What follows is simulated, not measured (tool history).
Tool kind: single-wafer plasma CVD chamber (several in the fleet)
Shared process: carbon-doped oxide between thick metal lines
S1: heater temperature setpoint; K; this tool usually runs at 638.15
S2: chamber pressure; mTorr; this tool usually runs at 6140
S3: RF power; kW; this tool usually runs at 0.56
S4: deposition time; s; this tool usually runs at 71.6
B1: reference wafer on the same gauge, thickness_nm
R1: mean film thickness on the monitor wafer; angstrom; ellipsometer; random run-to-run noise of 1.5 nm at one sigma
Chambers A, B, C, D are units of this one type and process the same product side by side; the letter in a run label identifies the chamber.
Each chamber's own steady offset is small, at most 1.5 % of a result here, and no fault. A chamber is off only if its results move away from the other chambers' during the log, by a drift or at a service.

| run | hour | S1 | S2 | S3 | S4 | B1 | R1 |
|---|---|---|---|---|---|---|---|
| 1C | 5.5 | 638.15 | 6140 | 0.56 | 71.6 | 419.09 | 3863.3 |
| 2D | 10.2 | 638.15 | 6140 | 0.56 | 71.6 | 419.09 | 3833.3 |
| 3A | 13.2 | 638.15 | 6140 | 0.56 | 71.6 | 419.11 | 3870.2 |
| 4B | 17.6 | 638.15 | 6140 | 0.56 | 71.6 | 419.42 | 3910.8 |
|  | 19 | chamber C: capacitance manometer re-zeroed and calibrated |
| 5D | 21.7 | 638.15 | 6140 | 0.56 | 71.6 | 419.31 | 3820.3 |
| 6A | 26.1 | 638.15 | 6140 | 0.56 | 71.6 | 419.03 | 3887.5 |
| 7C | 30 | 638.15 | 6140 | 0.56 | 71.6 | 419.11 | 3825.6 |
| 8B | 33.4 | 650.15 | 6140 | 0.56 | 71.6 | 418.97 | 3787.5 |
| 9C | 38 | 650.15 | 6140 | 0.56 | 71.6 | 419.24 | 3727.9 |
| 10D | 42.1 | 650.15 | 6140 | 0.56 | 71.6 | 418.37 | 3785 |
| 11B | 44.9 | 650.15 | 6140 | 0.56 | 71.6 | 418.67 | 3796.3 |
| 12A | 49.4 | 638.15 | 6140 | 0.56 | 71.6 | 419.36 | 3884.4 |
| 13A | 53.9 | 638.15 | 6140 | 0.56 | 71.6 | 419.41 | 3861.6 |
| 14D | 57.9 | 638.15 | 6140 | 0.56 | 71.6 | 418.91 | 3866.1 |
| 15C | 62.6 | 638.15 | 6140 | 0.56 | 71.6 | 419.1 | 3810.2 |
| 16B | 68.3 | 638.15 | 6140 | 0.56 | 71.6 | 418.94 | 3899 |
| 17D | 73.6 | 625.15 | 6140 | 0.56 | 71.6 | 419.15 | 3950.4 |
| 18A | 77.4 | 625.15 | 6140 | 0.56 | 71.6 | 419.35 | 4011.8 |
| 19B | 82.6 | 625.15 | 6140 | 0.56 | 71.6 | 419.12 | 4007.6 |
| 20C | 88.4 | 625.15 | 6140 | 0.56 | 71.6 | 418.66 | 3926.4 |
| 21C | 93.7 | 638.15 | 6140 | 0.56 | 71.6 | 419.28 | 3791.3 |
| 22A | 96.9 | 638.15 | 6140 | 0.56 | 71.6 | 418.91 | 3862.5 |
| 23D | 101.5 | 638.15 | 6140 | 0.56 | 71.6 | 418.7 | 3839.3 |
| 24B | 104.8 | 638.15 | 6140 | 0.56 | 71.6 | 419.11 | 3870.6 |
| 25D | 107.8 | 638.15 | 6720 | 0.56 | 65.2 | 418.96 | 3548.7 |
| 26B | 113.4 | 638.15 | 6720 | 0.56 | 65.2 | 418.98 | 3613.1 |
| 27C | 118.1 | 638.15 | 6720 | 0.56 | 65.2 | 418.62 | 3468 |
| 28A | 123 | 638.15 | 6720 | 0.56 | 65.2 | 419.1 | 3573.7 |
| 29B | 127.8 | 638.15 | 6140 | 0.56 | 71.6 | 419.07 | 3869.3 |
| 30D | 132.9 | 638.15 | 6140 | 0.56 | 71.6 | 418.95 | 3850.9 |
| 31C | 135.9 | 638.15 | 6140 | 0.56 | 71.6 | 418.64 | 3759.5 |
| 32A | 140.3 | 638.15 | 6140 | 0.56 | 71.6 | 419.49 | 3885.9 |
| 33D | 144.1 | 638.15 | 6140 | 0.56 | 71.6 | 418.75 | 3840.9 |
| 34C | 148 | 638.15 | 6140 | 0.56 | 71.6 | 419.13 | 3729 |
| 35B | 153.5 | 638.15 | 6140 | 0.56 | 71.6 | 418.96 | 3889.6 |
| 36A | 159.1 | 638.15 | 6140 | 0.56 | 71.6 | 419 | 3867.6 |
| 37C | 162.4 | 638.15 | 6140 | 0.56 | 71.6 | 419.13 | 3721.1 |
| 38D | 166.2 | 631.15 | 6140 | 0.455 | 71.6 | 418.95 | 3411 |
| 39B | 171.2 | 631.15 | 6140 | 0.455 | 71.6 | 419.07 | 3481.3 |
| 40A | 175.3 | 631.15 | 6140 | 0.455 | 71.6 | 419.19 | 3501.5 |
| 41D | 180.5 | 631.15 | 6140 | 0.455 | 71.6 | 418.72 | 3408.7 |
| 42B | 183.1 | 638.15 | 6140 | 0.56 | 71.6 | 418.93 | 3892.2 |
| 43A | 187.4 | 638.15 | 6810 | 0.5 | 71.6 | 418.94 | 3661.9 |

What goes on in this fleet: one chamber off, a drifting gauge, or nothing beyond the chambers' own small offsets? Name the chamber and the cause, if any.

Little by little, chamber C moves away from the other chambers.
What lies behind it: delivered RF power below the setpoint (%) = 4.8.

Below are 4 candidate recipes for chamber C's next run, each the usual settings with a change, their results shown as question marks. Which of them brings C's results back in line with what the other chambers give on the usual settings?
In-line tolerance around the mean of the other chambers on the usual settings: R1 51 angstrom
| 44C-1 | 191.6 | 639.15 | 6070 | 0.56 | 66.9 |  | ? |
| 44C-2 | 191.6 | 637.15 | 6140 | 0.595 | 71.6 |  | ? |
| 44C-3 | 191.6 | 648.15 | 5210 | 0.56 | 71.6 |  | ? |
| 44C-4 | 191.6 | 638.15 | 6220 | 0.56 | 76.4 |  | ? |

The mean the other chambers reach with the usual settings: R1 3875.7 angstrom
| run | R1 |
|---|---|
| 44C-1 | 3473.5 |
| 44C-2 | 3879.5 |
| 44C-3 | 3573.2 |
| 44C-4 | 3983.1 |
44C-2 puts the chamber back in line with the other chambers.

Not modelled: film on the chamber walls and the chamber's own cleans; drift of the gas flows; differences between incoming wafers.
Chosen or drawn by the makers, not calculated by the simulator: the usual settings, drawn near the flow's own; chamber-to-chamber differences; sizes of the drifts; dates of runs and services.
